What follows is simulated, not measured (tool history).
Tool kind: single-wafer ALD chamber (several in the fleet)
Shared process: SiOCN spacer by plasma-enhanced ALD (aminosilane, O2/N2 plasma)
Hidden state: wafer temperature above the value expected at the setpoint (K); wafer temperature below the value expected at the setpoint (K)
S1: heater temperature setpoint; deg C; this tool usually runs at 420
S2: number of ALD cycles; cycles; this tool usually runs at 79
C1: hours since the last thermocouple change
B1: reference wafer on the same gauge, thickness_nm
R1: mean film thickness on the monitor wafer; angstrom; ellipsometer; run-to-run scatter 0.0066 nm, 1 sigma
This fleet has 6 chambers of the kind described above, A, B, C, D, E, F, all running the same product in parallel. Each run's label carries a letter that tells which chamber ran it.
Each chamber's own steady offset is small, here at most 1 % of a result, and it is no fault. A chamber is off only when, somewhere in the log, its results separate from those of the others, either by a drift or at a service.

run 1D hour=2.6 | S1=420 S2=79 | C1=540.3 | B1=3.7307 | R1=45.095
run 2B hour=7.1 | S1=420 S2=79 | C1=815.4 | B1=3.7323 | R1=44.855
run 3F hour=9.8 | S1=420 S2=79 | C1=2305.4 | B1=3.7319 | R1=44.95
run 4A hour=13.1 | S1=420 S2=79 | C1=1665.7 | B1=3.7327 | R1=44.407
run 5C hour=17.7 | S1=420 S2=79 | C1=1015.9 | B1=3.7324 | R1=44.435
run 6E hour=22.3 | S1=420 S2=86 | C1=2405.9 | B1=3.7336 | R1=48.526
run 7C hour=27.2 | S1=420 S2=86 | C1=1025.4 | B1=3.7343 | R1=48.319
run 8A hour=31.8 | S1=420 S2=86 | C1=1684.4 | B1=3.7324 | R1=48.351
run 9B hour=36.9 | S1=420 S2=86 | C1=845.2 | B1=3.736 | R1=49.081
run 10D hour=41.3 | S1=420 S2=86 | C1=579 | B1=3.7364 | R1=49.12
run 11F hour=46.2 | S1=420 S2=86 | C1=2341.8 | B1=3.7373 | R1=49.031
run 12E hour=49.5 | S1=420 S2=79 | C1=2433.1 | B1=3.7372 | R1=44.578
run 13E hour=52.9 | S1=420 S2=79 | C1=2436.5 | B1=3.7392 | R1=44.669
run 14C hour=56.2 | S1=420 S2=79 | C1=1054.4 | B1=3.7383 | R1=44.432
run 15F hour=58.9 | S1=420 S2=79 | C1=2354.5 | B1=3.739 | R1=45.092
run 16B hour=62.7 | S1=420 S2=79 | C1=871 | B1=3.7395 | R1=44.952
run 17A hour=66.5 | S1=420 S2=68 | C1=1719.1 | B1=3.7401 | R1=38.305
run 18D hour=69.8 | S1=420 S2=68 | C1=607.5 | B1=3.7409 | R1=38.895
run 19C hour=73.6 | S1=420 S2=68 | C1=1071.8 | B1=3.7405 | R1=38.278
run 20D hour=77.8 | S1=420 S2=68 | C1=615.5 | B1=3.7403 | R1=39.056
run 21B hour=81.4 | S1=420 S2=68 | C1=889.7 | B1=3.7424 | R1=38.746
run 22F hour=86.5 | S1=420 S2=68 | C1=2382.1 | B1=3.7432 | R1=38.792
run 23E hour=90.5 | S1=420 S2=79 | C1=2474.1 | B1=3.7437 | R1=44.808
run 24A hour=93 | S1=420 S2=79 | C1=1745.6 | B1=3.7446 | R1=44.409
run 25D hour=96.6 | S1=420 S2=79 | C1=634.3 | B1=3.7458 | R1=45.124
run 26E hour=100.1 | S1=420 S2=79 | C1=2483.7 | B1=3.7452 | R1=44.884
run 27C hour=104.5 | S1=427 S2=71 | C1=1102.7 | B1=3.7455 | R1=39.212
run 28A hour=107.2 | S1=427 S2=71 | C1=1759.8 | B1=3.747 | R1=39.219
run 29B hour=109.6 | S1=427 S2=71 | C1=917.9 | B1=3.7474 | R1=39.572
run 30F hour=112.1 | S1=427 S2=71 | C1=2407.7 | B1=3.7467 | R1=39.582
run 31A hour=115 | S1=427 S2=71 | C1=1767.6 | B1=3.7468 | R1=39.156
run 32F hour=117.7 | S1=427 S2=71 | C1=2413.3 | B1=3.7482 | R1=39.689
run 33C hour=122.8 | S1=428 S2=92 | C1=1121 | B1=3.7484 | R1=50.721
run 34D hour=126.1 | S1=428 S2=92 | C1=663.8 | B1=3.7482 | R1=51.375
run 35E hour=130.6 | S1=428 S2=92 | C1=2514.2 | B1=3.7486 | R1=50.995
run 36B hour=134.7 | S1=428 S2=92 | C1=943 | B1=3.7516 | R1=51.236
run 37C hour=140 | S1=428 S2=92 | C1=1138.2 | B1=3.749 | R1=50.557
run 38D hour=142.8 | S1=428 S2=92 | C1=680.5 | B1=3.7516 | R1=51.375
run 39F hour=145.7 | S1=420 S2=79 | C1=2441.3 | B1=3.7509 | R1=45.142

All chambers now run identical settings, listed one chamber a line with results as question marks. What results will each chamber show?
run 40A hour=149.5 | S1=420 S2=79 | R1=?
run 40B hour=149.5 | S1=420 S2=79 | R1=?
run 40C hour=149.5 | S1=420 S2=79 | R1=?
run 40D hour=149.5 | S1=420 S2=79 | R1=?
run 40E hour=149.5 | S1=420 S2=79 | R1=?
run 40F hour=149.5 | S1=420 S2=79 | R1=?

run=40A R1=44.585
run=40B R1=45.214
run=40C R1=44.656
run=40D R1=45.488
run=40E R1=44.796
run=40F R1=45.227
